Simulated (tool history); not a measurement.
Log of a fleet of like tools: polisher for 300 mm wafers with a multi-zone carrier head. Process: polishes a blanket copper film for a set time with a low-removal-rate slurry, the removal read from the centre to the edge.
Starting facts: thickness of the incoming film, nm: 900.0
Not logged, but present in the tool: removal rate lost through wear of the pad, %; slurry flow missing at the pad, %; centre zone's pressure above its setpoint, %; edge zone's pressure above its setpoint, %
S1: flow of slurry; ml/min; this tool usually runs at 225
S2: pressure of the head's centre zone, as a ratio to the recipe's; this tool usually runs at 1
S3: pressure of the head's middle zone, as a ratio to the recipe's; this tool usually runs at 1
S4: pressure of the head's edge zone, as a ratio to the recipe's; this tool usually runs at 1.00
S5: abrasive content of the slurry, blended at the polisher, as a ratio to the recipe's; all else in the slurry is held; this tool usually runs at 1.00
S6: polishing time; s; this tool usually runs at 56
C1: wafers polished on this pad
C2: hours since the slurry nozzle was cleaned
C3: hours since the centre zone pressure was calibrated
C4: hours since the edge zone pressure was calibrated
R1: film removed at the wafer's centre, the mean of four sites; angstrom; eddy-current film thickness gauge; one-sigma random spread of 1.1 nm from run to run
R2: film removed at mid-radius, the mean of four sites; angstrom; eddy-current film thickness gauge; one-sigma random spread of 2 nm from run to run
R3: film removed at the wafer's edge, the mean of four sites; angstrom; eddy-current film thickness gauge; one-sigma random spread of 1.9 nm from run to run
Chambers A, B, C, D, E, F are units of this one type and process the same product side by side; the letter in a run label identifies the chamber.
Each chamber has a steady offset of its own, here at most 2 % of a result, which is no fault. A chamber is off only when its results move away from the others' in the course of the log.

run     day   S1  S2  S3    S4    S5  S6    C1     C2      C3     C4      R1      R2      R3
 1A   0.462  225   1   1  1.00  1.00  56   386  160.4   276.3  664.3  1489.6  1490.5  1460.2
 2D   0.800  225   1   1  1.00  1.00  56   637  183.6   536.6  259.5  1473.3  1458.0  1444.8
      0.858  -- chamber D: worn pad replaced by a new one
 3E   1.200  225   1   1  1.00  1.00  56   499  115.3   232.6  209.8  1456.8  1519.5  1492.9
      1.483  -- chamber F: worn pad replaced by a new one
      1.629  -- chamber A: worn pad replaced by a new one
 4C   1.775  225   1   1  1.00  1.00  56   751  139.5   236.9   60.8  1495.4  1456.5  1468.8
      1.838  -- chamber B: worn pad replaced by a new one
 5F   2.088  225   1   1  1.00  1.00  56   136  258.8   364.8  777.5  1462.6  1476.3  1439.2
      2.292  -- chamber C: worn pad replaced by a new one
 6B   2.533  225   1   1  1.00  1.00  56   156  297.2  1054.7  296.0  1457.6  1472.6  1500.0
 7E   2.838  225   1   1  1.00  1.00  41   865  154.6   271.9  249.1  1081.4  1100.3  1060.3
 8B   3.092  225   1   1  1.00  1.00  41   281  310.6  1068.1  309.4  1062.2  1066.1  1063.8
 9D   3.388  225   1   1  1.00  1.00  41   567  245.7   598.7  321.6  1067.3  1069.7  1083.0
      3.646  -- chamber C: slurry nozzle cleaned
10A   3.742  225   1   1  1.00  1.00  41   473  239.1   355.0  743.0  1102.0  1070.4  1066.3
      4.200  -- chamber B: centre zone pressure recalibrated
11F   4.221  225   1   1  1.00  1.00  41   613  310.0   416.0  828.7  1073.2  1076.4  1060.4
      4.417  -- chamber D: worn pad replaced by a new one
      4.483  -- chamber A: worn pad replaced by a new one
12C   4.650  225   1   1  1.00  1.00  41   528   24.2   305.9  129.8  1079.8  1082.2  1098.9
      4.671  -- chamber F: edge zone pressure recalibrated
13F   5.121  225   1   1  1.00  1.00  56   815  331.6   437.6   10.8  1462.5  1463.9  1476.5
      5.321  -- chamber F: worn pad replaced by a new one
14B   5.492  225   1   1  1.00  1.00  56   818  368.2    31.1  367.0  1445.6  1442.9  1493.2
      5.858  -- chamber E: worn pad replaced by a new one
15E   5.958  225   1   1  1.00  1.00  56    22  229.5   346.8  324.0  1468.6  1485.3  1488.0
      6.012  -- chamber E: slurry nozzle cleaned
      6.396  -- chamber C: worn pad replaced by a new one
16D   6.488  225   1   1  1.00  1.00  56   463  320.1   673.1  396.0  1465.4  1447.1  1510.6
      6.629  -- chamber B: worn pad replaced by a new one
      6.725  -- chamber A: centre zone pressure recalibrated
17A   6.783  225   1   1  1.00  1.00  56   515  312.1     1.5  816.0  1467.1  1453.3  1491.4
18C   7.117  225   1   1  1.00  1.00  56   162   83.4   365.1  189.0  1457.9  1473.5  1516.2
19C   7.558  225   1   1  1.00  1.00  56   261   94.0   375.7  199.6  1479.3  1470.9  1461.8
      7.762  -- chamber C: centre zone pressure recalibrated
      7.771  -- chamber D: worn pad replaced by a new one
20F   7.908  225   1   1  0.91  0.85  56   579  398.5   504.5   77.7  1419.7  1453.0  1308.9
      8.192  -- chamber A: worn pad replaced by a new one
21B   8.367  225   1   1  0.91  0.85  56   389  437.2   100.1  436.0  1402.8  1390.5  1366.1
      8.542  -- chamber F: worn pad replaced by a new one
22D   8.821  225   1   1  0.91  0.85  56   235  376.1   729.1  452.0  1415.6  1412.2  1355.0
23A   9.200  225   1   1  0.91  0.85  56   226  370.1    59.5  874.0  1438.7  1453.6  1348.4
24E   9.654  225   1   1  0.91  0.85  56   849   87.5   435.5  412.7  1406.3  1417.8  1366.9
      9.971  -- chamber D: slurry nozzle cleaned
      9.971  -- chamber B: slurry nozzle cleaned
25D  10.154  225   1   1  0.91  0.85  56   533    4.5   761.1  484.0  1416.7  1417.5  1358.9
     10.292  -- chamber C: worn pad replaced by a new one
26E  10.450  225   1   1  1.00  1.00  56  1028  106.6   454.6  431.8  1472.9  1473.3  1489.5
     10.888  -- chamber E: edge zone pressure recalibrated
27F  10.912  225   1   1  1.00  1.00  56   531  470.6   576.6  149.8  1465.6  1459.6  1442.4
     10.938  -- chamber B: worn pad replaced by a new one
     10.975  -- chamber D: worn pad replaced by a new one
     11.092  -- chamber A: worn pad replaced by a new one
28B  11.446  225   1   1  1.00  1.00  56   113   35.4   174.0  509.9  1464.3  1443.4  1471.2
     11.538  -- chamber C: edge zone pressure recalibrated
     11.796  -- chamber F: worn pad replaced by a new one
29A  11.992  225   1   1  1.00  1.00  56   202  437.1   126.5  941.0  1471.4  1486.6  1481.8
30C  12.242  225   1   1  1.00  1.00  56   437  206.4   107.5   16.9  1581.7  1501.2  1453.9
     12.279  -- chamber C: slurry nozzle cleaned
     12.683  -- chamber E: worn pad replaced by a new one
31B  12.688  225   1   1  1.00  1.00  56   391   65.2   203.8  539.7  1448.8  1453.4  1472.7
32E  13.125  225   1   1  1.00  1.00  56    99  170.8   518.8   53.8  1460.5  1481.2  1455.9
33A  13.679  225   1   1  1.00  1.00  56   580  477.6   167.0  981.5  1466.2  1462.2  1470.1
34F  14.175  225   1   1  1.00  1.00  56   532  548.9   654.9  228.1  1458.8  1483.7  1450.5
     14.229  -- chamber D: edge zone pressure recalibrated
     14.521  -- chamber D: worn pad replaced by a new one
35D  14.529  225   1   1  1.00  1.00  56     2  109.5   866.1    7.3  1471.9  1466.9  1464.4
     14.538  -- chamber C: worn pad replaced by a new one
     14.729  -- chamber B: edge zone pressure recalibrated
36C  15.050  225   1   1  1.00  1.00  56   115   66.6   174.9   84.3  1613.4  1478.6  1482.3
     15.379  -- chamber B: worn pad replaced by a new one
37C  15.454  225   1   1  1.00  0.90  56   205   76.3   184.6   94.0  1554.3  1422.7  1463.9
     15.567  -- chamber F: worn pad replaced by a new one
38F  15.767  225   1   1  1.00  0.90  56    45  587.1   693.1  266.3  1442.8  1410.8  1386.5
39B  16.196  225   1   1  1.00  0.90  56   183  149.4   288.0   35.3  1416.6  1428.4  1423.7

Is one chamber off against the others, does the gauge drift, or is nothing wrong? If a chamber is off, say which, and what the likeliest cause is.

Chamber C came out of a service off from its peers and stayed that way.
What lies behind it: centre zone's pressure above its setpoint, % = 6.75.

Here are 4 candidates for chamber C's next run, each the usual settings with a change, their results left as question marks. Which one brings its results back in line with what the others give on the usual settings?
Counts as in line when no further than this from what the other chambers average on the usual settings: R1 38.0 angstrom; R2 68.0 angstrom; R3 67.0 angstrom
40C-1  16.612  235  1.12  0.98  0.96  1.00  58                   ?   ?   ?
40C-2  16.612  215  0.89  1.01  1.04  1.00  54                   ?   ?   ?
40C-3  16.612  230  1.06  0.99  0.98  1.00  57                   ?   ?   ?
40C-4  16.612  220  0.94  1.01  1.02  1.00  55                   ?   ?   ?

The other chambers' mean on the usual settings: R1 1462.8 angstrom; R2 1469.4 angstrom; R3 1467.7 angstrom
  run      R1      R2      R3
40C-1  1868.8  1512.2  1519.9
40C-2  1335.5  1432.1  1462.5
40C-3  1724.9  1496.3  1506.5
40C-4  1450.0  1462.7  1477.6
With 40C-4, the chamber falls back in line with the rest.

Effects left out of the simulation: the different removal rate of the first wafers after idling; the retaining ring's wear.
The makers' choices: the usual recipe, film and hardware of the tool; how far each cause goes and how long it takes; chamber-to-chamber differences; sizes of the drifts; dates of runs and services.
